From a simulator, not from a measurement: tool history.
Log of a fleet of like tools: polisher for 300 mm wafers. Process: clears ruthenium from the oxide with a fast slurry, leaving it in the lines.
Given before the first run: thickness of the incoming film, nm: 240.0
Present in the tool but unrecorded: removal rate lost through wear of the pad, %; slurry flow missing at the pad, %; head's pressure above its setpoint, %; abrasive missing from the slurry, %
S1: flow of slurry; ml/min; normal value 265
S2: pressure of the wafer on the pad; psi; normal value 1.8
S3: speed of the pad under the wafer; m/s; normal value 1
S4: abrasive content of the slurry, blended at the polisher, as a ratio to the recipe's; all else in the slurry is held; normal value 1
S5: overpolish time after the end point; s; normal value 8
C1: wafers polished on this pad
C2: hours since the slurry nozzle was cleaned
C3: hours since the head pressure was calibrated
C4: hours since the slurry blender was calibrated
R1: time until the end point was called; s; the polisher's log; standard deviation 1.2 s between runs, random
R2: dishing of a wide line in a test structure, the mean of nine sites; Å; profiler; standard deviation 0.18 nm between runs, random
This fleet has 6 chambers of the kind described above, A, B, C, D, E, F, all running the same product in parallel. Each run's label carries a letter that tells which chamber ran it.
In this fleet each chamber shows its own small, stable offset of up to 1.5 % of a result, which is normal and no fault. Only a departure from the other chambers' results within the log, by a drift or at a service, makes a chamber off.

run	day	S1	S2	S3	S4	S5	C1	C2	C3	C4	R1	R2
# day 0.15: chamber A: worn pad replaced by a new one
1B	0.204	265	1.8	1	1	8	908	623.4	201.9	313.2	109.43	145.16
2D	0.338	265	1.8	1	1	8	1122	97.6	209.7	413.9	111.31	145.8
# day 0.375: chamber D: worn pad replaced by a new one
3F	0.612	265	1.8	1	1	8	381	289.9	506.2	61.5	110.72	141.66
# day 0.633: chamber F: slurry nozzle cleaned
4E	0.75	265	1.8	1	1	8	745	161.7	106.9	434.5	109.79	143.53
# day 0.812: chamber C: slurry blender recalibrated
5A	0.921	265	1.8	1	1	8	170	34.1	176.1	234.4	111.15	143.26
6C	1.083	265	1.8	1	1	8	509	216.3	223.7	6.6	109.78	140.32
# day 1.175: chamber D: slurry blender recalibrated
# day 1.246: chamber B: worn pad replaced by a new one
# day 1.325: chamber E: slurry blender recalibrated
7E	1.338	265	1.8	1	1	8	875	175.8	121	0.3	110.6	142.01
8A	1.629	265	1.8	1	1	8	327	51.1	193.1	251.4	112.56	145.75
9D	1.758	265	1.8	1	1	8	306	131.7	243.8	14	109.05	141.51
# day 1.829: chamber E: worn pad replaced by a new one
10B	2.029	265	1.8	1	1	8	174	667.2	245.7	357	110.22	141.99
# day 2.092: chamber C: worn pad replaced by a new one
11C	2.158	265	1.8	1	1	8	15	242.1	249.5	32.4	109.02	143.6
12F	2.383	265	1.8	1	1	8	773	42	548.7	104	110.22	139.76
# day 2.65: chamber A: worn pad replaced by a new one
13D	2.662	265	1.8	1	1	8	506	153.4	265.5	35.7	110.37	145.45
14F	2.796	265	1.8	1	1	5	865	51.9	558.6	113.9	111.05	88.564
15A	2.925	265	1.8	1	1	5	61	82.2	224.2	282.5	110.65	93.983
16C	3.096	265	1.8	1	1	5	222	264.6	272	54.9	110.18	92.668
17B	3.362	265	1.8	1	1	5	469	699.2	277.7	389	108.92	93.849
18E	3.529	265	1.8	1	1	5	376	228.4	173.6	52.9	107.79	92.686
19A	3.688	265	1.8	1	1	5	229	100.5	242.5	300.8	109.95	92.378
# day 3.833: chamber F: worn pad replaced by a new one
20F	3.862	265	1.8	1	1	8	6	77.5	584.2	139.5	109.94	138.91
# day 3.975: chamber A: slurry blender recalibrated
# day 4.012: chamber C: slurry nozzle cleaned
21B	4.121	350	1.8	1	1.15	8	637	717.4	295.9	407.2	101.35	155.16
22E	4.383	350	1.8	1	1.15	8	565	248.9	194.1	73.4	101.21	154.63
23D	4.654	350	1.8	1	1.15	8	947	201.2	313.3	83.5	101.96	151.37
24C	4.788	350	1.8	1	1.15	8	597	18.6	312.6	95.5	100.05	151.43
# day 4.967: chamber A: worn pad replaced by a new one
25B	5.008	350	1.8	1	1.15	8	833	738.7	317.2	428.5	102.64	154.75
26E	5.142	350	1.8	1	1.15	8	733	267.1	212.3	91.6	100.58	149.92
27D	5.421	265	1.8	1	1	8	1117	219.6	331.7	101.9	111.95	141.54
28F	5.65	265	1.8	1	1	8	402	120.4	627.1	182.4	110.11	140.84
29A	5.838	265	1.8	1	1	8	193	152.1	294.1	44.7	110.21	139.81
# day 5.858: chamber D: worn pad replaced by a new one
# day 5.892: chamber E: worn pad replaced by a new one
# day 5.975: chamber B: worn pad replaced by a new one
30C	6.029	265	1.8	1	1	8	871	48.4	342.4	125.3	108.6	139.83
# day 6.079: chamber C: worn pad replaced by a new one
# day 6.2: chamber B: slurry blender recalibrated
31D	6.271	265	1.8	1	1	8	91	240	352.1	122.3	111.36	142.63
32C	6.492	265	1.8	1	1	8	91	59.5	353.5	136.4	109.93	140.51
33F	6.646	265	1.8	1	1	8	622	144.3	651	206.3	109.09	138.91
34B	6.9	265	1.8	1	1	8	205	784.1	362.6	16.9	110.95	140.87
35E	7.171	265	1.8	1	1	8	283	315.8	261	140.3	110.73	142.71
# day 7.321: chamber A: worn pad replaced by a new one
36A	7.388	265	1.8	1	1	8	14	189.3	331.3	81.9	111.62	143.09
37E	7.617	345	1.8	0.74	1	8	382	326.5	271.7	151	144.71	111
# day 7.896: chamber F: worn pad replaced by a new one
38F	7.9	345	1.8	0.74	1	8	1	174.4	681.1	236.4	146.7	108.2
39A	8.088	345	1.8	0.74	1	8	169	206.1	348.1	98.7	148.23	111.73
40C	8.321	345	1.8	0.74	1	8	496	103.4	397.4	180.3	143.45	109.98

Each of the 6 chambers runs these same settings next. Fill in every chamber's results:
41A	8.538	265	1.8	1	1	8					?	?
41B	8.538	265	1.8	1	1	8					?	?
41C	8.538	265	1.8	1	1	8					?	?
41D	8.538	265	1.8	1	1	8					?	?
41E	8.538	265	1.8	1	1	8					?	?
41F	8.538	265	1.8	1	1	8					?	?

run	R1	R2
41A	111.4	143.85
41B	112.53	142.23
41C	110.57	140.73
41D	109.74	144.83
41E	106.75	144
41F	109.81	140.07

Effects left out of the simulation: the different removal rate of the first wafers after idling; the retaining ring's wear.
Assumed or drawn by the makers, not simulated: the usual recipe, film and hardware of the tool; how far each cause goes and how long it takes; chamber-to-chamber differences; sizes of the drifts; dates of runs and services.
